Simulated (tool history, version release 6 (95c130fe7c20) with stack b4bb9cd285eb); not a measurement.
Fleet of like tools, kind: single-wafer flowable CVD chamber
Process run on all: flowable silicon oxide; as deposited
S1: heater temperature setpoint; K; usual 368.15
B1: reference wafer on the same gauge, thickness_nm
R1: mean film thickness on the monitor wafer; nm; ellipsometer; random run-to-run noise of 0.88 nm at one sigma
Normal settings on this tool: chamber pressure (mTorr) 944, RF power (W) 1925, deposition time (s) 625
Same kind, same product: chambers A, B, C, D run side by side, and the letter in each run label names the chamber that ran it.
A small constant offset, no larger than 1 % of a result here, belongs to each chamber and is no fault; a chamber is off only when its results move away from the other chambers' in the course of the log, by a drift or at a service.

run 1A day=0.367 | S1=368.15 chamber_pressure_(mTorr)=944 RF_power_(W)=1925 deposition_time_(s)=625 | B1=463.83 | R1=543.43
run 2D day=0.817 | S1=368.15 chamber_pressure_(mTorr)=944 RF_power_(W)=1925 deposition_time_(s)=625 | B1=463.84 | R1=547.86
run 3B day=1.092 | S1=368.15 chamber_pressure_(mTorr)=944 RF_power_(W)=1925 deposition_time_(s)=625 | B1=463.79 | R1=542.27
run 4C day=1.367 | S1=368.15 chamber_pressure_(mTorr)=944 RF_power_(W)=1925 deposition_time_(s)=625 | B1=463.66 | R1=548.66
-- day=1.4 chamber C: capacitance manometer re-zeroed and calibrated
run 5C day=1.758 | S1=368.15 chamber_pressure_(mTorr)=944 RF_power_(W)=1925 deposition_time_(s)=625 | B1=463.4 | R1=547.38
run 6D day=2.175 | S1=356.15 chamber_pressure_(mTorr)=944 RF_power_(W)=1925 deposition_time_(s)=625 | B1=463.45 | R1=800.37
run 7B day=2.454 | S1=356.15 chamber_pressure_(mTorr)=944 RF_power_(W)=1925 deposition_time_(s)=625 | B1=463.45 | R1=791.43
run 8A day=2.896 | S1=356.15 chamber_pressure_(mTorr)=944 RF_power_(W)=1925 deposition_time_(s)=625 | B1=463.29 | R1=793.39
run 9D day=3.388 | S1=356.15 chamber_pressure_(mTorr)=944 RF_power_(W)=1925 deposition_time_(s)=625 | B1=463.03 | R1=798.31
-- day=3.729 chamber B: RF generator calibrated
run 10C day=3.742 | S1=368.15 chamber_pressure_(mTorr)=944 RF_power_(W)=1925 deposition_time_(s)=625 | B1=463.05 | R1=547.88
run 11A day=4.083 | S1=368.15 chamber_pressure_(mTorr)=944 RF_power_(W)=1925 deposition_time_(s)=625 | B1=463.03 | R1=541.68
run 12B day=4.517 | S1=368.15 chamber_pressure_(mTorr)=1023 RF_power_(W)=1925 deposition_time_(s)=572 | B1=463.04 | R1=548.91
run 13A day=4.967 | S1=368.15 chamber_pressure_(mTorr)=1023 RF_power_(W)=1925 deposition_time_(s)=572 | B1=462.69 | R1=548.41
run 14C day=5.354 | S1=368.15 chamber_pressure_(mTorr)=1023 RF_power_(W)=1925 deposition_time_(s)=572 | B1=462.57 | R1=552.53
run 15D day=5.658 | S1=368.15 chamber_pressure_(mTorr)=1023 RF_power_(W)=1925 deposition_time_(s)=572 | B1=462.5 | R1=549.56
run 16B day=5.988 | S1=368.15 chamber_pressure_(mTorr)=944 RF_power_(W)=2265 deposition_time_(s)=709 | B1=462.83 | R1=633.73
run 17D day=6.429 | S1=368.15 chamber_pressure_(mTorr)=944 RF_power_(W)=2265 deposition_time_(s)=709 | B1=462.31 | R1=635.64
run 18B day=6.758 | S1=368.15 chamber_pressure_(mTorr)=944 RF_power_(W)=2265 deposition_time_(s)=709 | B1=462.21 | R1=631.97
run 19A day=7.158 | S1=368.15 chamber_pressure_(mTorr)=944 RF_power_(W)=2265 deposition_time_(s)=709 | B1=462.29 | R1=634.1
run 20C day=7.592 | S1=368.15 chamber_pressure_(mTorr)=944 RF_power_(W)=1925 deposition_time_(s)=625 | B1=462.09 | R1=547.06
run 21C day=7.858 | S1=368.15 chamber_pressure_(mTorr)=944 RF_power_(W)=1925 deposition_time_(s)=625 | B1=462.26 | R1=547.19
run 22D day=8.146 | S1=368.15 chamber_pressure_(mTorr)=944 RF_power_(W)=1925 deposition_time_(s)=625 | B1=461.87 | R1=545.65
run 23B day=8.633 | S1=368.15 chamber_pressure_(mTorr)=944 RF_power_(W)=1925 deposition_time_(s)=625 | B1=461.92 | R1=539.55
run 24A day=8.95 | S1=368.15 chamber_pressure_(mTorr)=944 RF_power_(W)=1925 deposition_time_(s)=625 | B1=461.99 | R1=541.9
run 25B day=9.458 | S1=377.15 chamber_pressure_(mTorr)=944 RF_power_(W)=1630 deposition_time_(s)=625 | B1=461.63 | R1=384.39
run 26C day=9.971 | S1=377.15 chamber_pressure_(mTorr)=944 RF_power_(W)=1630 deposition_time_(s)=625 | B1=461.77 | R1=386.49
run 27A day=10.467 | S1=377.15 chamber_pressure_(mTorr)=944 RF_power_(W)=1630 deposition_time_(s)=625 | B1=461.25 | R1=385.59
run 28D day=10.758 | S1=377.15 chamber_pressure_(mTorr)=944 RF_power_(W)=1630 deposition_time_(s)=625 | B1=461.25 | R1=383.9
run 29C day=11.129 | S1=368.15 chamber_pressure_(mTorr)=944 RF_power_(W)=1925 deposition_time_(s)=625 | B1=461.21 | R1=547.98
run 30A day=11.438 | S1=368.15 chamber_pressure_(mTorr)=944 RF_power_(W)=1925 deposition_time_(s)=625 | B1=461.23 | R1=541.95
run 31B day=11.925 | S1=368.15 chamber_pressure_(mTorr)=944 RF_power_(W)=1925 deposition_time_(s)=625 | B1=460.97 | R1=538.52

Predict what each chamber gives when all 4 of them run the settings below next.
run 32A day=12.292 | S1=363.15 chamber_pressure_(mTorr)=944 RF_power_(W)=1925 deposition_time_(s)=625 | R1=?
run 32B day=12.292 | S1=363.15 chamber_pressure_(mTorr)=944 RF_power_(W)=1925 deposition_time_(s)=625 | R1=?
run 32C day=12.292 | S1=363.15 chamber_pressure_(mTorr)=944 RF_power_(W)=1925 deposition_time_(s)=625 | R1=?
run 32D day=12.292 | S1=363.15 chamber_pressure_(mTorr)=944 RF_power_(W)=1925 deposition_time_(s)=625 | R1=?

run=32A R1=639.37
run=32B R1=638.47
run=32C R1=646.94
run=32D R1=643.68
